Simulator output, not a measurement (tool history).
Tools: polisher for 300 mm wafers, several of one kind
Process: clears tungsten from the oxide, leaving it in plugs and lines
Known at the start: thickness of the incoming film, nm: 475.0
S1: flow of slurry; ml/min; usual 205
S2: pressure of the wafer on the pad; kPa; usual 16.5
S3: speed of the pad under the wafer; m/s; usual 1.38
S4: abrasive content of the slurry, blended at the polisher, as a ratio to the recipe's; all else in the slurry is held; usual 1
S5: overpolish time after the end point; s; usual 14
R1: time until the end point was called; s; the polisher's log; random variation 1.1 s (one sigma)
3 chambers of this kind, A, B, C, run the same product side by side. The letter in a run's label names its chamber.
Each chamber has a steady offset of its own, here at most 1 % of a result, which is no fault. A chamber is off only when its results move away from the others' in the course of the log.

{"day": 0.017, "done": "chamber C: worn pad replaced by a new one"}
{"day": 0.167, "done": "chamber C: head pressure recalibrated"}
{"run": "1C", "day": 0.275, "S1": 205, "S2": 16.5, "S3": 1.38, "S4": 1, "S5": 14, "R1": 95.805}
{"day": 0.438, "done": "chamber B: slurry tank refilled with fresh slurry and peroxide"}
{"day": 0.529, "done": "chamber A: slurry tank refilled with fresh slurry and peroxide"}
{"run": "2A", "day": 0.671, "S1": 205, "S2": 16.5, "S3": 1.38, "S4": 1, "S5": 14, "R1": 96.43}
{"run": "3B", "day": 1.004, "S1": 205, "S2": 16.5, "S3": 1.38, "S4": 1, "S5": 14, "R1": 96.461}
{"day": 1.204, "done": "chamber B: slurry nozzle cleaned"}
{"day": 1.254, "done": "chamber C: slurry blender recalibrated"}
{"run": "4C", "day": 1.321, "S1": 205, "S2": 16.5, "S3": 1.38, "S4": 1, "S5": 14, "R1": 96.217}
{"day": 1.575, "done": "chamber A: worn pad replaced by a new one"}
{"day": 1.808, "done": "chamber C: slurry tank refilled with fresh slurry and peroxide"}
{"run": "5A", "day": 1.808, "S1": 205, "S2": 16.5, "S3": 1.38, "S4": 1, "S5": 14, "R1": 96.575}
{"day": 2.104, "done": "chamber A: slurry blender recalibrated"}
{"run": "6B", "day": 2.271, "S1": 205, "S2": 16.5, "S3": 1.38, "S4": 1, "S5": 14, "R1": 96.051}
{"run": "7B", "day": 2.575, "S1": 205, "S2": 16.5, "S3": 1.38, "S4": 1, "S5": 14, "R1": 97.951}
{"day": 2.667, "done": "chamber B: worn pad replaced by a new one"}
{"day": 2.712, "done": "chamber C: worn pad replaced by a new one"}
{"day": 2.892, "done": "chamber B: slurry blender recalibrated"}
{"run": "8C", "day": 3.042, "S1": 205, "S2": 16.5, "S3": 1.38, "S4": 1, "S5": 14, "R1": 93.329}
{"day": 3.317, "done": "chamber B: slurry tank refilled with fresh slurry and peroxide"}
{"run": "9A", "day": 3.508, "S1": 205, "S2": 16.5, "S3": 1.38, "S4": 1, "S5": 14, "R1": 96.991}
{"day": 3.688, "done": "chamber C: slurry tank refilled with fresh slurry and peroxide"}
{"run": "10A", "day": 3.967, "S1": 205, "S2": 16.5, "S3": 1.38, "S4": 1, "S5": 14, "R1": 96.41}
{"run": "11B", "day": 4.246, "S1": 205, "S2": 16.5, "S3": 1.38, "S4": 1, "S5": 14, "R1": 95.611}
{"day": 4.529, "done": "chamber A: worn pad replaced by a new one"}
{"run": "12C", "day": 4.738, "S1": 205, "S2": 16.5, "S3": 1.38, "S4": 1, "S5": 14, "R1": 96.253}
{"run": "13A", "day": 5.008, "S1": 145, "S2": 16.5, "S3": 1.38, "S4": 1, "S5": 14, "R1": 102.59}
{"day": 5.35, "done": "chamber C: worn pad replaced by a new one"}
{"run": "14C", "day": 5.496, "S1": 145, "S2": 16.5, "S3": 1.38, "S4": 1, "S5": 14, "R1": 100.7}
{"run": "15B", "day": 5.717, "S1": 145, "S2": 16.5, "S3": 1.38, "S4": 1, "S5": 14, "R1": 99.628}
{"day": 6.058, "done": "chamber C: slurry tank refilled with fresh slurry and peroxide"}
{"run": "16C", "day": 6.104, "S1": 205, "S2": 16.5, "S3": 1.38, "S4": 1, "S5": 14, "R1": 95.235}
{"day": 6.175, "done": "chamber C: slurry blender recalibrated"}
{"day": 6.188, "done": "chamber A: slurry nozzle cleaned"}
{"day": 6.392, "done": "chamber A: slurry tank refilled with fresh slurry and peroxide"}
{"run": "17B", "day": 6.442, "S1": 205, "S2": 16.5, "S3": 1.38, "S4": 1, "S5": 14, "R1": 96.198}
{"run": "18A", "day": 6.733, "S1": 205, "S2": 16.5, "S3": 1.38, "S4": 1, "S5": 14, "R1": 94.908}
{"day": 6.742, "done": "chamber B: slurry tank refilled with fresh slurry and peroxide"}
{"day": 7.0, "done": "chamber B: worn pad replaced by a new one"}
{"run": "19A", "day": 7.158, "S1": 205, "S2": 16.5, "S3": 1.38, "S4": 1, "S5": 14, "R1": 96.606}
{"day": 7.604, "done": "chamber C: worn pad replaced by a new one"}
{"run": "20B", "day": 7.625, "S1": 205, "S2": 16.5, "S3": 1.38, "S4": 1, "S5": 14, "R1": 96.692}
{"day": 7.646, "done": "chamber A: worn pad replaced by a new one"}
{"run": "21C", "day": 8.112, "S1": 205, "S2": 16.5, "S3": 1.38, "S4": 1, "S5": 14, "R1": 93.898}
{"day": 8.154, "done": "chamber A: slurry blender recalibrated"}
{"day": 8.246, "done": "chamber C: slurry tank refilled with fresh slurry and peroxide"}
{"run": "22A", "day": 8.562, "S1": 205, "S2": 16.5, "S3": 1.38, "S4": 1, "S5": 14, "R1": 96.842}
{"run": "23B", "day": 8.958, "S1": 205, "S2": 16.5, "S3": 1.38, "S4": 1, "S5": 14, "R1": 95.505}
{"day": 9.054, "done": "chamber B: slurry blender recalibrated"}
{"run": "24C", "day": 9.396, "S1": 205, "S2": 16.5, "S3": 1.38, "S4": 1, "S5": 14, "R1": 96.43}
{"run": "25C", "day": 9.762, "S1": 205, "S2": 16.5, "S3": 1.38, "S4": 1, "S5": 14, "R1": 93.797}
{"day": 9.829, "done": "chamber B: slurry tank refilled with fresh slurry and peroxide"}
{"run": "26B", "day": 10.225, "S1": 205, "S2": 16.5, "S3": 1.38, "S4": 1, "S5": 14, "R1": 97.843}
{"run": "27A", "day": 10.488, "S1": 205, "S2": 16.5, "S3": 1.38, "S4": 1, "S5": 14, "R1": 93.615}

All 3 chambers run these settings next. Forecast each chamber's results:
{"run": "28A", "day": 10.842, "S1": 205, "S2": 16.5, "S3": 1.38, "S4": 1, "S5": 14, "R1": "?"}
{"run": "28B", "day": 10.842, "S1": 205, "S2": 16.5, "S3": 1.38, "S4": 1, "S5": 14, "R1": "?"}
{"run": "28C", "day": 10.842, "S1": 205, "S2": 16.5, "S3": 1.38, "S4": 1, "S5": 14, "R1": "?"}

run=28A R1=93.996
run=28B R1=95.314
run=28C R1=96.534
